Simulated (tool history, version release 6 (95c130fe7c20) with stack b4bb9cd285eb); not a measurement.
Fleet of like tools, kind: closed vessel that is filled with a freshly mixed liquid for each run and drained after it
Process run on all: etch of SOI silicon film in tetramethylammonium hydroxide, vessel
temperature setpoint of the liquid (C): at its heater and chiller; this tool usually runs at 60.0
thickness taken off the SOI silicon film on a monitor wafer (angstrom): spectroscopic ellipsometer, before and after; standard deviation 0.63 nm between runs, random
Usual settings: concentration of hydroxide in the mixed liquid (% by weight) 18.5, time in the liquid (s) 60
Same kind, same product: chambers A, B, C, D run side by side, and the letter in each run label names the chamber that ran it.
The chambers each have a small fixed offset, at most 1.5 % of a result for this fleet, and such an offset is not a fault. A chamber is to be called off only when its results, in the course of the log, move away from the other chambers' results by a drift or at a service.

run	day	temperature setpoint of the liquid (C)	concentration of hydroxide in the mixed liquid (% by weight)	time in the liquid (s)	hours since the thermometer was replaced	hours since the hydroxide flow meter was replaced	read-back film thickness of the SOI silicon film reference wafer, read on the same gauge (nm)	thickness taken off the SOI silicon film on a monitor wafer (angstrom)
1B	0.500	60.0	18.5	60	110.4	514.5	129.99	1809.7
2C	0.804	60.0	18.5	60	355.3	532.7	130.00	1764.4
3A	1.050	60.0	18.5	60	683.7	32.6	130.00	1797.8
4D	1.471	60.0	18.5	60	502.7	1298.1	130.00	1804.0
5B	1.883	60.0	18.5	60	143.6	547.7	130.03	1816.5
6A	2.329	60.0	18.5	60	714.4	63.3	129.99	1814.7
7C	2.692	60.0	18.5	60	400.6	578.0	130.02	1786.4
8D	3.025	60.0	18.5	60	540.0	1335.4	130.03	1802.2
9D	3.471	60.0	18.5	60	550.7	1346.1	129.98	1799.1
10B	3.971	60.0	23.0	90	193.7	597.8	130.01	2406.0
11C	4.329	60.0	23.0	90	439.9	617.3	130.04	2330.8
12A	4.788	60.0	23.0	90	773.4	122.3	129.99	2369.2
13A	5.229	60.0	23.0	90	784.0	132.9	130.00	2387.1
# day 5.292: chamber D: thermometer replaced
14B	5.779	60.0	18.5	60	237.1	641.2	130.00	1833.6
15C	6.221	60.0	18.5	60	485.3	662.7	130.00	1771.9
16D	6.521	60.0	18.5	60	29.5	1419.3	130.00	1804.0
17C	6.838	60.0	18.5	60	500.1	677.5	130.04	1784.4
18B	7.212	60.0	18.5	60	271.5	675.6	129.99	1833.8
19A	7.750	60.0	18.5	60	844.5	193.4	130.05	1809.1
20D	8.121	60.0	18.5	60	67.9	1457.7	129.95	1793.1
21B	8.625	60.0	18.5	60	305.4	709.5	130.00	1840.0
22C	9.171	60.0	18.5	60	556.1	733.5	129.97	1771.2
23D	9.575	60.0	18.5	60	102.8	1492.6	130.03	1802.4
24A	9.862	66.5	18.5	60	895.2	244.1	130.02	2638.4
25C	10.233	66.5	18.5	60	581.6	759.0	130.03	2657.5
26B	10.558	66.5	18.5	60	351.8	755.9	130.01	2759.2
27A	10.975	66.5	18.5	60	921.9	270.8	130.00	2672.7
28D	11.412	60.0	18.5	60	146.9	1536.7	130.03	1794.0
29A	11.942	60.0	18.5	60	945.1	294.0	129.99	1804.3
30B	12.329	60.0	18.5	60	394.3	798.4	130.00	1857.1
31D	12.867	60.0	18.5	60	181.8	1571.6	130.00	1793.3
32C	13.346	60.0	18.5	60	656.3	833.7	129.99	1782.2
33D	13.683	60.0	18.5	60	201.4	1591.2	129.98	1793.7
34B	14.038	60.0	18.5	60	435.3	839.4	129.98	1860.9

Is one chamber off against the others, does the gauge drift, or is nothing wrong? If a chamber is off, say which, and what the likeliest cause is.

Little by little, chamber B moves away from the other chambers.
Cause: hydroxide flow below the setpoint (%) = 8.15.
The log might look much the same if the cause were instead: liquid hotter than its thermometer reads (K).

Below are 4 candidate recipes for chamber B's next run, each the usual settings with a change, their results shown as question marks. Which of them brings B's results back in line with what the other chambers give on the usual settings?
To be in line, a result may differ from the other chambers' mean on the usual settings by at most: thickness taken off the SOI silicon film on a monitor wafer (angstrom) 22.0
35B-1	14.438	60.0	17.5	60				?
35B-2	14.438	60.0	16.5	60				?
35B-3	14.438	60.0	19.5	60				?
35B-4	14.438	60.0	20.5	60				?

Average result of the remaining chambers running the usual settings: thickness taken off the SOI silicon film on a monitor wafer (angstrom) 1791.5
run	thickness taken off the SOI silicon film on a monitor wafer (angstrom)
35B-1	1906.4
35B-2	1944.3
35B-3	1830.8
35B-4	1793.0
With 35B-4, the chamber falls back in line with the rest.
